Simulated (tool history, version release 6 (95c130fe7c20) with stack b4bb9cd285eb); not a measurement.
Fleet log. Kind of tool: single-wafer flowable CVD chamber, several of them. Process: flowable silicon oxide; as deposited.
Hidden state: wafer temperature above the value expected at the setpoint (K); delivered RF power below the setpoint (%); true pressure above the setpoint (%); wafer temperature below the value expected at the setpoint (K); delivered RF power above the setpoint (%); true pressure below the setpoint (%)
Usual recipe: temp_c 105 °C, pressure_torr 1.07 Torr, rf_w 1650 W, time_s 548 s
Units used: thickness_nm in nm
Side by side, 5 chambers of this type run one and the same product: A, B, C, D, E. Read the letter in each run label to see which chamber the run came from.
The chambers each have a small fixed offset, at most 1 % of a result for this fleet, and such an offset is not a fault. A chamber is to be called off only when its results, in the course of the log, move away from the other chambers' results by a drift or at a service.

run,hour,temp_c,pressure_torr,rf_w,time_s,hours since the last thermocouple change,hours since the last RF generator calibration,hours since the last manometer calibration,"read-back reference wafer on the same gauge, thickness_nm",thickness_nm
1D,7.3,105,1.07,1650,548,929.6,338.3,981.1,414.98,386.14
2B,10.6,105,1.07,1650,548,1078.9,578.6,1524.3,414.91,381.23
3E,18,105,1.07,1650,548,1301.1,494.6,578.1,414.95,383.5
4A,22.3,105,1.07,1650,548,2270.5,1442.7,1687.2,414.88,384.62
5C,29.7,105,1.07,1650,548,852.7,551.1,1955.9,414.55,384.22
# hour 34.5: chamber A: capacitance manometer re-zeroed and calibrated
6D,35.9,105,1.07,1650,548,958.2,366.9,1009.7,414.57,385.97
7C,40,105,1.07,1650,548,863,561.4,1966.2,414.57,383.87
8B,43.3,105,1.07,1650,548,1111.6,611.3,1557,414.62,380.07
9E,49.4,105,1.07,1650,548,1332.5,526,609.5,414.53,383.64
10A,53.9,105,1.07,1650,548,2302.1,1474.3,19.4,414.41,384.4
11D,57.6,105,1.07,1650,548,979.9,388.6,1031.4,414.55,385.73
12E,61.7,105,1.07,1650,548,1344.8,538.3,621.8,414.44,382.37
13C,67.9,105,0.84,1340,548,890.9,589.3,1994.1,414.29,267.77
14B,71.4,105,0.84,1340,548,1139.7,639.4,1585.1,414.44,264.34
15A,78.4,105,0.84,1340,548,2326.6,1498.8,43.9,414.12,264.95
16E,85.8,105,0.84,1340,548,1368.9,562.4,645.9,414.04,268.48
17D,90.2,105,0.84,1340,548,1012.5,421.2,1064,414.13,267.29
18B,96.4,105,1.07,1815,480,1164.7,664.4,1610.1,414,342.1
19A,101.1,105,1.07,1815,480,2349.3,1521.5,66.6,414.01,344.55
20C,108.3,105,1.07,1815,480,931.3,629.7,2034.5,413.85,344.11
21E,115.2,105,1.07,1815,480,1398.3,591.8,675.3,413.8,343.69
22A,121,105,1.07,1815,480,2369.2,1541.4,86.5,413.8,344.15
23D,126.6,105,1.07,1650,548,1048.9,457.6,1100.4,413.76,385.59
24B,130.1,105,1.07,1650,548,1198.4,698.1,1643.8,413.73,380.2
25C,136.1,105,1.07,1650,548,959.1,657.5,2062.3,413.56,381.78
26A,139.8,105,1.07,1650,548,2388,1560.2,105.3,413.67,383.08
27C,145.2,105,1.07,1650,548,968.2,666.6,2071.4,413.63,383.05
28B,148.5,97,1.07,1650,548,1216.8,716.5,1662.2,413.6,495.5
29D,154.8,97,1.07,1650,548,1077.1,485.8,1128.6,413.48,500.02
30E,159.2,97,1.07,1650,548,1442.3,635.8,719.3,413.46,496.97
31C,163.2,97,1.07,1650,548,986.2,684.6,2089.4,413.57,498.81
32D,169,97,1.07,1650,548,1091.3,500,1142.8,413.42,501.37
33E,172.7,105,1.07,1650,548,1455.8,649.3,732.8,413.26,381.49
34A,178.7,105,1.16,1650,510,2426.9,1599.1,144.2,413.16,388.88
35B,182.5,105,1.16,1650,510,1250.8,750.5,1696.2,413.37,386.53
36E,189.2,105,1.16,1650,510,1472.3,665.8,749.3,413.04,388.2
37D,195.8,105,1.16,1650,510,1118.1,526.8,1169.6,413.11,391.91
38B,200.7,105,1.16,1650,510,1269,768.7,1714.4,413.01,385.6
39C,205.4,93,1.07,1650,461,1028.4,726.8,2131.6,412.99,479.86
40A,210.8,93,1.07,1650,461,2459,1631.2,176.3,412.76,479.35
41B,215,93,1.07,1650,461,1283.3,783,1728.7,412.85,474.94
42D,219.8,93,1.07,1650,461,1142.1,550.8,1193.6,412.72,478.72
43A,223.5,93,1.07,1650,461,2471.7,1643.9,189,412.77,479.26

Which is it: a chamber that has drifted or been left off by a service, a gauge drift common to all chambers, or only each chamber's usual small offset? If a chamber is off, name it and its likeliest cause.

None of the chambers is off. What moves is the gauge, dragging all their readings along together.
Most likely cause: gauge reads low (%) = 0.549.
